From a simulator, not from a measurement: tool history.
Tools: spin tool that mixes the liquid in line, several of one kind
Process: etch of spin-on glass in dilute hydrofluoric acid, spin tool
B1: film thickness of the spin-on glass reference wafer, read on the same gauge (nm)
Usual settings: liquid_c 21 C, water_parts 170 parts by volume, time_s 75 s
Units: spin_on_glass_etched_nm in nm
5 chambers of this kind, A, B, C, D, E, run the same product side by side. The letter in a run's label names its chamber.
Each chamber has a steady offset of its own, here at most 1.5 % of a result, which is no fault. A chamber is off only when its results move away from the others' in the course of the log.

{"run": "1B", "day": 0.283, "liquid_c": 21, "water_parts": 170, "time_s": 75, "B1": 90.029, "spin_on_glass_etched_nm": 22.22}
{"run": "2C", "day": 0.504, "liquid_c": 21, "water_parts": 170, "time_s": 75, "B1": 90.01, "spin_on_glass_etched_nm": 22.109}
{"run": "3D", "day": 0.846, "liquid_c": 21, "water_parts": 170, "time_s": 75, "B1": 90.002, "spin_on_glass_etched_nm": 22.882}
{"run": "4A", "day": 1.196, "liquid_c": 21, "water_parts": 170, "time_s": 75, "B1": 90.003, "spin_on_glass_etched_nm": 22.295}
{"run": "5E", "day": 1.5, "liquid_c": 21, "water_parts": 170, "time_s": 75, "B1": 89.999, "spin_on_glass_etched_nm": 22.15}
{"run": "6A", "day": 1.75, "liquid_c": 21, "water_parts": 170, "time_s": 75, "B1": 90.038, "spin_on_glass_etched_nm": 22.364}
{"run": "7D", "day": 1.988, "liquid_c": 21, "water_parts": 170, "time_s": 75, "B1": 90.014, "spin_on_glass_etched_nm": 22.521}
{"run": "8B", "day": 2.275, "liquid_c": 21, "water_parts": 170, "time_s": 75, "B1": 89.984, "spin_on_glass_etched_nm": 22.077}
{"run": "9C", "day": 2.488, "liquid_c": 21, "water_parts": 170, "time_s": 75, "B1": 90.018, "spin_on_glass_etched_nm": 22.348}
{"run": "10E", "day": 2.729, "liquid_c": 21, "water_parts": 170, "time_s": 75, "B1": 89.971, "spin_on_glass_etched_nm": 21.978}
{"run": "11E", "day": 2.954, "liquid_c": 21, "water_parts": 170, "time_s": 75, "B1": 90.028, "spin_on_glass_etched_nm": 21.857}
{"run": "12C", "day": 3.162, "liquid_c": 21, "water_parts": 170, "time_s": 75, "B1": 89.983, "spin_on_glass_etched_nm": 22.079}
{"run": "13A", "day": 3.383, "liquid_c": 21, "water_parts": 170, "time_s": 75, "B1": 90.003, "spin_on_glass_etched_nm": 22.015}
{"run": "14D", "day": 3.608, "liquid_c": 21, "water_parts": 170, "time_s": 75, "B1": 90.01, "spin_on_glass_etched_nm": 22.13}
{"run": "15B", "day": 3.938, "liquid_c": 21, "water_parts": 170, "time_s": 75, "B1": 89.984, "spin_on_glass_etched_nm": 21.906}
{"run": "16B", "day": 4.096, "liquid_c": 21, "water_parts": 170, "time_s": 75, "B1": 89.987, "spin_on_glass_etched_nm": 21.802}
{"run": "17E", "day": 4.262, "liquid_c": 21, "water_parts": 170, "time_s": 75, "B1": 90.004, "spin_on_glass_etched_nm": 21.659}
{"run": "18D", "day": 4.6, "liquid_c": 21, "water_parts": 170, "time_s": 75, "B1": 90.019, "spin_on_glass_etched_nm": 22.294}
{"run": "19C", "day": 4.954, "liquid_c": 21, "water_parts": 170, "time_s": 75, "B1": 90.009, "spin_on_glass_etched_nm": 22.292}
{"run": "20A", "day": 5.133, "liquid_c": 21, "water_parts": 170, "time_s": 75, "B1": 89.988, "spin_on_glass_etched_nm": 22.755}
{"run": "21A", "day": 5.483, "liquid_c": 21, "water_parts": 170, "time_s": 75, "B1": 89.992, "spin_on_glass_etched_nm": 22.617}
{"run": "22D", "day": 5.679, "liquid_c": 21, "water_parts": 170, "time_s": 75, "B1": 89.974, "spin_on_glass_etched_nm": 22.122}
{"run": "23B", "day": 5.904, "liquid_c": 21, "water_parts": 170, "time_s": 75, "B1": 89.986, "spin_on_glass_etched_nm": 22.549}
{"run": "24E", "day": 6.133, "liquid_c": 21, "water_parts": 170, "time_s": 75, "B1": 89.992, "spin_on_glass_etched_nm": 21.742}
{"run": "25C", "day": 6.388, "liquid_c": 21, "water_parts": 170, "time_s": 75, "B1": 90.041, "spin_on_glass_etched_nm": 21.826}
{"run": "26E", "day": 6.571, "liquid_c": 21, "water_parts": 170, "time_s": 75, "B1": 89.978, "spin_on_glass_etched_nm": 21.809}
{"day": 6.7, "done": "chamber E: thermometer replaced"}
{"run": "27D", "day": 6.729, "liquid_c": 21, "water_parts": 170, "time_s": 75, "B1": 90.018, "spin_on_glass_etched_nm": 21.44}
{"run": "28B", "day": 6.983, "liquid_c": 21, "water_parts": 170, "time_s": 75, "B1": 90.016, "spin_on_glass_etched_nm": 22.34}
{"run": "29C", "day": 7.154, "liquid_c": 21, "water_parts": 170, "time_s": 75, "B1": 90.018, "spin_on_glass_etched_nm": 22.16}
{"run": "30A", "day": 7.508, "liquid_c": 21, "water_parts": 170, "time_s": 75, "B1": 90.019, "spin_on_glass_etched_nm": 22.355}
{"run": "31B", "day": 7.712, "liquid_c": 21, "water_parts": 170, "time_s": 75, "B1": 90.009, "spin_on_glass_etched_nm": 22.252}
{"run": "32E", "day": 7.996, "liquid_c": 21, "water_parts": 170, "time_s": 75, "B1": 90.006, "spin_on_glass_etched_nm": 22.131}
{"run": "33D", "day": 8.312, "liquid_c": 21, "water_parts": 170, "time_s": 75, "B1": 89.981, "spin_on_glass_etched_nm": 21.174}
{"run": "34C", "day": 8.479, "liquid_c": 21, "water_parts": 170, "time_s": 75, "B1": 89.984, "spin_on_glass_etched_nm": 22.031}
{"run": "35A", "day": 8.825, "liquid_c": 21, "water_parts": 200, "time_s": 75, "B1": 89.998, "spin_on_glass_etched_nm": 18.307}
{"run": "36B", "day": 9.067, "liquid_c": 21, "water_parts": 200, "time_s": 75, "B1": 89.997, "spin_on_glass_etched_nm": 18.043}
{"run": "37D", "day": 9.275, "liquid_c": 21, "water_parts": 200, "time_s": 75, "B1": 90.014, "spin_on_glass_etched_nm": 17.084}
{"run": "38C", "day": 9.454, "liquid_c": 21, "water_parts": 200, "time_s": 75, "B1": 90.005, "spin_on_glass_etched_nm": 18.144}
{"run": "39E", "day": 9.792, "liquid_c": 21, "water_parts": 200, "time_s": 75, "B1": 90.001, "spin_on_glass_etched_nm": 18.134}
{"run": "40A", "day": 9.975, "liquid_c": 21, "water_parts": 170, "time_s": 75, "B1": 89.984, "spin_on_glass_etched_nm": 22.125}

Is one chamber off against the others, does the gauge drift, or is nothing wrong? If a chamber is off, say which, and what the likeliest cause is.

Chamber D drifts away from the others.
Cause: liquid colder than its thermometer reads (K) = 2.55.
The log may not tell that from: hydrofluoric acid flow below the setpoint (%).

Here are 4 candidates for chamber D's next run, each the usual settings with a change, their results left as question marks. Which one brings its results back in line with what the others give on the usual settings?
In line means no further than this from the other chambers' mean on the usual settings: spin_on_glass_etched_nm 0.700 nm
{"run": "41D-1", "day": 10.229, "liquid_c": 21.0, "water_parts": 175, "time_s": 75, "spin_on_glass_etched_nm": "?"}
{"run": "41D-2", "day": 10.229, "liquid_c": 21.0, "water_parts": 165, "time_s": 80, "spin_on_glass_etched_nm": "?"}
{"run": "41D-3", "day": 10.229, "liquid_c": 21.0, "water_parts": 165, "time_s": 75, "spin_on_glass_etched_nm": "?"}
{"run": "41D-4", "day": 10.229, "liquid_c": 20.5, "water_parts": 170, "time_s": 70, "spin_on_glass_etched_nm": "?"}

The other chambers' mean on the usual settings: spin_on_glass_etched_nm 22.124 nm
run=41D-1 spin_on_glass_etched_nm=19.521
run=41D-2 spin_on_glass_etched_nm=22.280
run=41D-3 spin_on_glass_etched_nm=20.888
run=41D-4 spin_on_glass_etched_nm=18.465
41D-2 brings the chamber back in line.
